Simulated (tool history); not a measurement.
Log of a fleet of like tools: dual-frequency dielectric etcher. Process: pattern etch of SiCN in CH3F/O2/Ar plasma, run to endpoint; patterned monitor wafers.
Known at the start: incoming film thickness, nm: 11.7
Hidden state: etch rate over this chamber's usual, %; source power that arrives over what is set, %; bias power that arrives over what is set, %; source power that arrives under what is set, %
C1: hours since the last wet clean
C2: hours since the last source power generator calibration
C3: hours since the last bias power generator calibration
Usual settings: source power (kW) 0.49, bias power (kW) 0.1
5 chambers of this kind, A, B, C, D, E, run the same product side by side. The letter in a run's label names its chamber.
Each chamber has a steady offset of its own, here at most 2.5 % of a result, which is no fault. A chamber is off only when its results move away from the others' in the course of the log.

run 1A hour=2.6 | source_power_(kW)=0.49 bias_power_(kW)=0.1 | C1=233.6 C2=2188.3 C3=1445.1 | endpoint_time_(s)=26.363
run 2B hour=5.3 | source_power_(kW)=0.49 bias_power_(kW)=0.1 | C1=119.3 C2=2090.1 C3=343.5 | endpoint_time_(s)=25.8
run 3C hour=9.7 | source_power_(kW)=0.49 bias_power_(kW)=0.1 | C1=102.8 C2=2571.9 C3=1311.2 | endpoint_time_(s)=25.483
run 4E hour=14.6 | source_power_(kW)=0.49 bias_power_(kW)=0.1 | C1=349.9 C2=3612 C3=1520.1 | endpoint_time_(s)=25.905
run 5D hour=19.4 | source_power_(kW)=0.49 bias_power_(kW)=0.1 | C1=294.1 C2=978.6 C3=765.6 | endpoint_time_(s)=25.554
run 6D hour=23.3 | source_power_(kW)=0.49 bias_power_(kW)=0.1 | C1=298 C2=982.5 C3=769.5 | endpoint_time_(s)=25.477
run 7A hour=28.1 | source_power_(kW)=0.49 bias_power_(kW)=0.1 | C1=259.1 C2=2213.8 C3=1470.6 | endpoint_time_(s)=26.175
run 8C hour=32.3 | source_power_(kW)=0.49 bias_power_(kW)=0.1 | C1=125.4 C2=2594.5 C3=1333.8 | endpoint_time_(s)=25.758
run 9E hour=36 | source_power_(kW)=0.49 bias_power_(kW)=0.1 | C1=371.3 C2=3633.4 C3=1541.5 | endpoint_time_(s)=25.888
run 10B hour=40.9 | source_power_(kW)=0.49 bias_power_(kW)=0.1 | C1=154.9 C2=2125.7 C3=379.1 | endpoint_time_(s)=26.006
run 11E hour=44.3 | source_power_(kW)=0.49 bias_power_(kW)=0.1 | C1=379.6 C2=3641.7 C3=1549.8 | endpoint_time_(s)=26.041
run 12D hour=47.2 | source_power_(kW)=0.49 bias_power_(kW)=0.1 | C1=321.9 C2=1006.4 C3=793.4 | endpoint_time_(s)=25.385
run 13A hour=52.2 | source_power_(kW)=0.49 bias_power_(kW)=0.1 | C1=283.2 C2=2237.9 C3=1494.7 | endpoint_time_(s)=26.496
run 14C hour=56.6 | source_power_(kW)=0.49 bias_power_(kW)=0.1 | C1=149.7 C2=2618.8 C3=1358.1 | endpoint_time_(s)=25.761
run 15B hour=61.3 | source_power_(kW)=0.49 bias_power_(kW)=0.1 | C1=175.3 C2=2146.1 C3=399.5 | endpoint_time_(s)=26.171
run 16B hour=64 | source_power_(kW)=0.49 bias_power_(kW)=0.1 | C1=178 C2=2148.8 C3=402.2 | endpoint_time_(s)=25.664
run 17A hour=69 | source_power_(kW)=0.49 bias_power_(kW)=0.1 | C1=300 C2=2254.7 C3=1511.5 | endpoint_time_(s)=25.999
run 18E hour=71.9 | source_power_(kW)=0.49 bias_power_(kW)=0.1 | C1=407.2 C2=3669.3 C3=1577.4 | endpoint_time_(s)=25.942
run 19C hour=75.9 | source_power_(kW)=0.57 bias_power_(kW)=0.123 | C1=169 C2=2638.1 C3=1377.4 | endpoint_time_(s)=22.093
run 20D hour=80.6 | source_power_(kW)=0.57 bias_power_(kW)=0.123 | C1=355.3 C2=1039.8 C3=826.8 | endpoint_time_(s)=22.348
-- hour=82.1 chamber B: source power generator calibrated
run 21C hour=83.5 | source_power_(kW)=0.57 bias_power_(kW)=0.123 | C1=176.6 C2=2645.7 C3=1385 | endpoint_time_(s)=22.58
run 22B hour=85.7 | source_power_(kW)=0.57 bias_power_(kW)=0.123 | C1=199.7 C2=3.6 C3=423.9 | endpoint_time_(s)=22.726
run 23E hour=89.3 | source_power_(kW)=0.57 bias_power_(kW)=0.123 | C1=424.6 C2=3686.7 C3=1594.8 | endpoint_time_(s)=22.553
run 24D hour=92.5 | source_power_(kW)=0.49 bias_power_(kW)=0.1 | C1=367.2 C2=1051.7 C3=838.7 | endpoint_time_(s)=25.728
run 25A hour=97.7 | source_power_(kW)=0.49 bias_power_(kW)=0.1 | C1=328.7 C2=2283.4 C3=1540.2 | endpoint_time_(s)=25.988
run 26A hour=101.1 | source_power_(kW)=0.49 bias_power_(kW)=0.1 | C1=332.1 C2=2286.8 C3=1543.6 | endpoint_time_(s)=26.231
run 27E hour=105 | source_power_(kW)=0.49 bias_power_(kW)=0.1 | C1=440.3 C2=3702.4 C3=1610.5 | endpoint_time_(s)=25.779
run 28D hour=108.7 | source_power_(kW)=0.49 bias_power_(kW)=0.1 | C1=383.4 C2=1067.9 C3=854.9 | endpoint_time_(s)=25.866
run 29C hour=113.6 | source_power_(kW)=0.49 bias_power_(kW)=0.1 | C1=206.7 C2=2675.8 C3=1415.1 | endpoint_time_(s)=25.349
run 30B hour=116.1 | source_power_(kW)=0.49 bias_power_(kW)=0.1 | C1=230.1 C2=34 C3=454.3 | endpoint_time_(s)=26.153
run 31C hour=120.9 | source_power_(kW)=0.49 bias_power_(kW)=0.1 | C1=214 C2=2683.1 C3=1422.4 | endpoint_time_(s)=25.551
run 32B hour=125.3 | source_power_(kW)=0.49 bias_power_(kW)=0.1 | C1=239.3 C2=43.2 C3=463.5 | endpoint_time_(s)=25.992
run 33E hour=128 | source_power_(kW)=0.49 bias_power_(kW)=0.1 | C1=463.3 C2=3725.4 C3=1633.5 | endpoint_time_(s)=25.764
run 34A hour=131.6 | source_power_(kW)=0.49 bias_power_(kW)=0.1 | C1=362.6 C2=2317.3 C3=1574.1 | endpoint_time_(s)=26.208
run 35D hour=134.9 | source_power_(kW)=0.49 bias_power_(kW)=0.1 | C1=409.6 C2=1094.1 C3=881.1 | endpoint_time_(s)=25.339
run 36C hour=137.5 | source_power_(kW)=0.57 bias_power_(kW)=0.079 | C1=230.6 C2=2699.7 C3=1439 | endpoint_time_(s)=26.368
run 37D hour=141.1 | source_power_(kW)=0.57 bias_power_(kW)=0.079 | C1=415.8 C2=1100.3 C3=887.3 | endpoint_time_(s)=26.343
run 38B hour=143.3 | source_power_(kW)=0.57 bias_power_(kW)=0.079 | C1=257.3 C2=61.2 C3=481.5 | endpoint_time_(s)=26.414
run 39A hour=147.2 | source_power_(kW)=0.57 bias_power_(kW)=0.079 | C1=378.2 C2=2332.9 C3=1589.7 | endpoint_time_(s)=27.09
run 40E hour=151.6 | source_power_(kW)=0.57 bias_power_(kW)=0.079 | C1=486.9 C2=3749 C3=1657.1 | endpoint_time_(s)=27.079
run 41B hour=155.7 | source_power_(kW)=0.49 bias_power_(kW)=0.1 | C1=269.7 C2=73.6 C3=493.9 | endpoint_time_(s)=25.892
run 42E hour=160.2 | source_power_(kW)=0.44 bias_power_(kW)=0.089 | C1=495.5 C2=3757.6 C3=1665.7 | endpoint_time_(s)=28.152
run 43A hour=164.4 | source_power_(kW)=0.44 bias_power_(kW)=0.089 | C1=395.4 C2=2350.1 C3=1606.9 | endpoint_time_(s)=28.852
run 44D hour=166.7 | source_power_(kW)=0.44 bias_power_(kW)=0.089 | C1=441.4 C2=1125.9 C3=912.9 | endpoint_time_(s)=27.832

Is one chamber off against the others, does the gauge drift, or is nothing wrong? If a chamber is off, say which, and what the likeliest cause is.

No chamber stands off beyond its own small offset, and the gauge holds steady.
